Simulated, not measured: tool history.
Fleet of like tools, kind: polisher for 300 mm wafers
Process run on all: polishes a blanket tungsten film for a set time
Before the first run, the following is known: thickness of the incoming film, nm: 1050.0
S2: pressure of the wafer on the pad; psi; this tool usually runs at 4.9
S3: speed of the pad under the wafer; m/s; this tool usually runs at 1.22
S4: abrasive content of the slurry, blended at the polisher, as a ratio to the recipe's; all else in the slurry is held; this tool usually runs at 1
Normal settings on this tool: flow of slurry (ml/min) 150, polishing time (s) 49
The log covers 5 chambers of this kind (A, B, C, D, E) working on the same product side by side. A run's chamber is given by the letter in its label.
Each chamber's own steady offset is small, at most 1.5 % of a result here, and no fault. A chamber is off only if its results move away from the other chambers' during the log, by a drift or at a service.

run 1A hour=5.2 | flow_of_slurry_(ml/min)=150 S2=4.9 S3=1.22 S4=1 polishing_time_(s)=49 | film_removed_(angstrom)=4391
run 2E hour=10.5 | flow_of_slurry_(ml/min)=150 S2=4.9 S3=1.22 S4=1 polishing_time_(s)=49 | film_removed_(angstrom)=4444.4
-- hour=15.5 chamber B: slurry tank refilled with fresh slurry and peroxide
run 3D hour=17.5 | flow_of_slurry_(ml/min)=150 S2=4.9 S3=1.22 S4=1 polishing_time_(s)=49 | film_removed_(angstrom)=4306.3
-- hour=18.4 chamber D: slurry tank refilled with fresh slurry and peroxide
-- hour=19.7 chamber B: worn pad replaced by a new one
-- hour=21.2 chamber B: slurry blender recalibrated
run 4B hour=23.7 | flow_of_slurry_(ml/min)=150 S2=4.9 S3=1.22 S4=1 polishing_time_(s)=49 | film_removed_(angstrom)=4393.9
run 5C hour=31.8 | flow_of_slurry_(ml/min)=150 S2=4.9 S3=1.22 S4=1 polishing_time_(s)=49 | film_removed_(angstrom)=4324.4
run 6E hour=38.2 | flow_of_slurry_(ml/min)=150 S2=4.9 S3=1.22 S4=1 polishing_time_(s)=49 | film_removed_(angstrom)=4450
-- hour=43.1 chamber A: slurry blender recalibrated
-- hour=44.5 chamber A: slurry tank refilled with fresh slurry and peroxide
run 7B hour=46.8 | flow_of_slurry_(ml/min)=150 S2=4.9 S3=1.22 S4=1 polishing_time_(s)=49 | film_removed_(angstrom)=4305.9
-- hour=51.3 chamber D: worn pad replaced by a new one
run 8D hour=55.8 | flow_of_slurry_(ml/min)=150 S2=4.9 S3=1.22 S4=1 polishing_time_(s)=49 | film_removed_(angstrom)=4238.6
run 9C hour=64.8 | flow_of_slurry_(ml/min)=135 S2=4.9 S3=1.22 S4=1 polishing_time_(s)=49 | film_removed_(angstrom)=4298.1
-- hour=67.3 chamber C: slurry tank refilled with fresh slurry and peroxide
run 10A hour=73.2 | flow_of_slurry_(ml/min)=135 S2=4.9 S3=1.22 S4=1 polishing_time_(s)=49 | film_removed_(angstrom)=4308.1
run 11C hour=80.1 | flow_of_slurry_(ml/min)=135 S2=4.9 S3=1.22 S4=1 polishing_time_(s)=49 | film_removed_(angstrom)=4330.2
-- hour=83.2 chamber E: slurry tank refilled with fresh slurry and peroxide
run 12A hour=87.8 | flow_of_slurry_(ml/min)=135 S2=4.9 S3=1.22 S4=1 polishing_time_(s)=49 | film_removed_(angstrom)=4311.2
-- hour=88.7 chamber E: slurry blender recalibrated
-- hour=90 chamber D: slurry tank refilled with fresh slurry and peroxide
-- hour=92.2 chamber C: worn pad replaced by a new one
run 13B hour=95.2 | flow_of_slurry_(ml/min)=135 S2=4.9 S3=1.22 S4=1 polishing_time_(s)=49 | film_removed_(angstrom)=4174.5
-- hour=97 chamber C: slurry blender recalibrated
run 14D hour=104.1 | flow_of_slurry_(ml/min)=150 S2=4.9 S3=1.22 S4=1 polishing_time_(s)=49 | film_removed_(angstrom)=4233.2
run 15E hour=112.8 | flow_of_slurry_(ml/min)=150 S2=6.3 S3=1.22 S4=1.1 polishing_time_(s)=49 | film_removed_(angstrom)=5813.3
-- hour=116.1 chamber E: head pressure recalibrated
run 16A hour=118 | flow_of_slurry_(ml/min)=150 S2=6.3 S3=1.22 S4=1.1 polishing_time_(s)=49 | film_removed_(angstrom)=5781.3
-- hour=124.9 chamber B: slurry tank refilled with fresh slurry and peroxide
run 17C hour=127.1 | flow_of_slurry_(ml/min)=150 S2=6.3 S3=1.22 S4=1.1 polishing_time_(s)=49 | film_removed_(angstrom)=5794.6
-- hour=131.6 chamber A: worn pad replaced by a new one
run 18D hour=134.2 | flow_of_slurry_(ml/min)=150 S2=6.3 S3=1.22 S4=1.1 polishing_time_(s)=49 | film_removed_(angstrom)=5531.7
-- hour=134.5 chamber E: worn pad replaced by a new one
-- hour=141 chamber D: head pressure recalibrated
-- hour=142.8 chamber C: slurry nozzle cleaned
run 19E hour=143 | flow_of_slurry_(ml/min)=150 S2=6.3 S3=1.22 S4=1.1 polishing_time_(s)=49 | film_removed_(angstrom)=5786.3
-- hour=145.6 chamber A: slurry tank refilled with fresh slurry and peroxide
run 20B hour=151.9 | flow_of_slurry_(ml/min)=150 S2=4.9 S3=1.22 S4=1 polishing_time_(s)=49 | film_removed_(angstrom)=4351.3
-- hour=154.3 chamber D: slurry tank refilled with fresh slurry and peroxide
-- hour=158 chamber E: slurry tank refilled with fresh slurry and peroxide
run 21D hour=161.3 | flow_of_slurry_(ml/min)=150 S2=4.9 S3=1.22 S4=1 polishing_time_(s)=49 | film_removed_(angstrom)=4097.3
-- hour=162.3 chamber D: slurry nozzle cleaned
run 22A hour=169.3 | flow_of_slurry_(ml/min)=150 S2=4.9 S3=1.22 S4=1 polishing_time_(s)=49 | film_removed_(angstrom)=4408.4
run 23B hour=176.6 | flow_of_slurry_(ml/min)=150 S2=4.9 S3=1.22 S4=1 polishing_time_(s)=49 | film_removed_(angstrom)=4326.1
run 24C hour=182.4 | flow_of_slurry_(ml/min)=150 S2=4.9 S3=1.22 S4=1 polishing_time_(s)=49 | film_removed_(angstrom)=4380.3
run 25E hour=187.8 | flow_of_slurry_(ml/min)=150 S2=4.9 S3=1.22 S4=1 polishing_time_(s)=49 | film_removed_(angstrom)=4402.9
-- hour=193.9 chamber B: worn pad replaced by a new one
run 26C hour=195.6 | flow_of_slurry_(ml/min)=150 S2=4.9 S3=1.22 S4=1 polishing_time_(s)=49 | film_removed_(angstrom)=4354.3
-- hour=198.1 chamber C: head pressure recalibrated
run 27E hour=202.2 | flow_of_slurry_(ml/min)=150 S2=4.9 S3=1.22 S4=1 polishing_time_(s)=49 | film_removed_(angstrom)=4414.2
-- hour=206 chamber E: slurry blender recalibrated
run 28B hour=206.5 | flow_of_slurry_(ml/min)=150 S2=4.9 S3=1.22 S4=1 polishing_time_(s)=49 | film_removed_(angstrom)=4343
-- hour=209.1 chamber D: slurry tank refilled with fresh slurry and peroxide
-- hour=210.1 chamber C: slurry tank refilled with fresh slurry and peroxide
run 29A hour=215.2 | flow_of_slurry_(ml/min)=150 S2=4.9 S3=1.22 S4=1 polishing_time_(s)=49 | film_removed_(angstrom)=4420
-- hour=217 chamber C: worn pad replaced by a new one
run 30D hour=224.6 | flow_of_slurry_(ml/min)=150 S2=3.6 S3=1.22 S4=1.1 polishing_time_(s)=49 | film_removed_(angstrom)=3055.7
-- hour=228 chamber A: slurry blender recalibrated
run 31D hour=230.7 | flow_of_slurry_(ml/min)=150 S2=3.6 S3=1.22 S4=1.1 polishing_time_(s)=49 | film_removed_(angstrom)=3085.4
run 32B hour=240.1 | flow_of_slurry_(ml/min)=150 S2=3.6 S3=1.22 S4=1.1 polishing_time_(s)=49 | film_removed_(angstrom)=3273.9
-- hour=247 chamber E: slurry tank refilled with fresh slurry and peroxide
run 33C hour=249.6 | flow_of_slurry_(ml/min)=150 S2=3.6 S3=1.22 S4=1.1 polishing_time_(s)=49 | film_removed_(angstrom)=3214.5
-- hour=251.2 chamber A: slurry tank refilled with fresh slurry and peroxide
-- hour=251.8 chamber D: worn pad replaced by a new one
run 34A hour=258.1 | flow_of_slurry_(ml/min)=150 S2=3.6 S3=1.22 S4=1.1 polishing_time_(s)=49 | film_removed_(angstrom)=3263.1
-- hour=264 chamber E: worn pad replaced by a new one
run 35E hour=264 | flow_of_slurry_(ml/min)=150 S2=4.9 S3=1.22 S4=1 polishing_time_(s)=49 | film_removed_(angstrom)=4440.2
-- hour=264.6 chamber B: slurry tank refilled with fresh slurry and peroxide
run 36B hour=269.6 | flow_of_slurry_(ml/min)=150 S2=4.9 S3=1.22 S4=1 polishing_time_(s)=49 | film_removed_(angstrom)=4272.8
-- hour=272.6 chamber D: slurry tank refilled with fresh slurry and peroxide
run 37D hour=275.1 | flow_of_slurry_(ml/min)=150 S2=4.9 S3=1.54 S4=1 polishing_time_(s)=49 | film_removed_(angstrom)=5082.2
-- hour=279.5 chamber A: worn pad replaced by a new one
run 38C hour=282.1 | flow_of_slurry_(ml/min)=150 S2=4.9 S3=1.54 S4=1 polishing_time_(s)=49 | film_removed_(angstrom)=5587.3
-- hour=285.5 chamber A: slurry nozzle cleaned
-- hour=288.4 chamber E: slurry nozzle cleaned
run 39A hour=288.6 | flow_of_slurry_(ml/min)=150 S2=4.9 S3=1.54 S4=1 polishing_time_(s)=49 | film_removed_(angstrom)=5532.7
run 40E hour=297.9 | flow_of_slurry_(ml/min)=150 S2=4.9 S3=1.54 S4=1 polishing_time_(s)=49 | film_removed_(angstrom)=5655.1
run 41A hour=306 | flow_of_slurry_(ml/min)=150 S2=4.9 S3=1.54 S4=1 polishing_time_(s)=49 | film_removed_(angstrom)=5574.6
run 42B hour=313.6 | flow_of_slurry_(ml/min)=150 S2=4.9 S3=1.22 S4=1 polishing_time_(s)=49 | film_removed_(angstrom)=4346.5

The same settings go to every chamber for the next run, one line per chamber below. Forecast the results for each:
run 43A hour=320.5 | flow_of_slurry_(ml/min)=150 S2=4.9 S3=1.22 S4=1 polishing_time_(s)=49 | film_removed_(angstrom)=?
run 43B hour=320.5 | flow_of_slurry_(ml/min)=150 S2=4.9 S3=1.22 S4=1 polishing_time_(s)=49 | film_removed_(angstrom)=?
run 43C hour=320.5 | flow_of_slurry_(ml/min)=150 S2=4.9 S3=1.22 S4=1 polishing_time_(s)=49 | film_removed_(angstrom)=?
run 43D hour=320.5 | flow_of_slurry_(ml/min)=150 S2=4.9 S3=1.22 S4=1 polishing_time_(s)=49 | film_removed_(angstrom)=?
run 43E hour=320.5 | flow_of_slurry_(ml/min)=150 S2=4.9 S3=1.22 S4=1 polishing_time_(s)=49 | film_removed_(angstrom)=?

run=43A film_removed_(angstrom)=4441.3
run=43B film_removed_(angstrom)=4348.8
run=43C film_removed_(angstrom)=4314.3
run=43D film_removed_(angstrom)=3964.2
run=43E film_removed_(angstrom)=4389.4
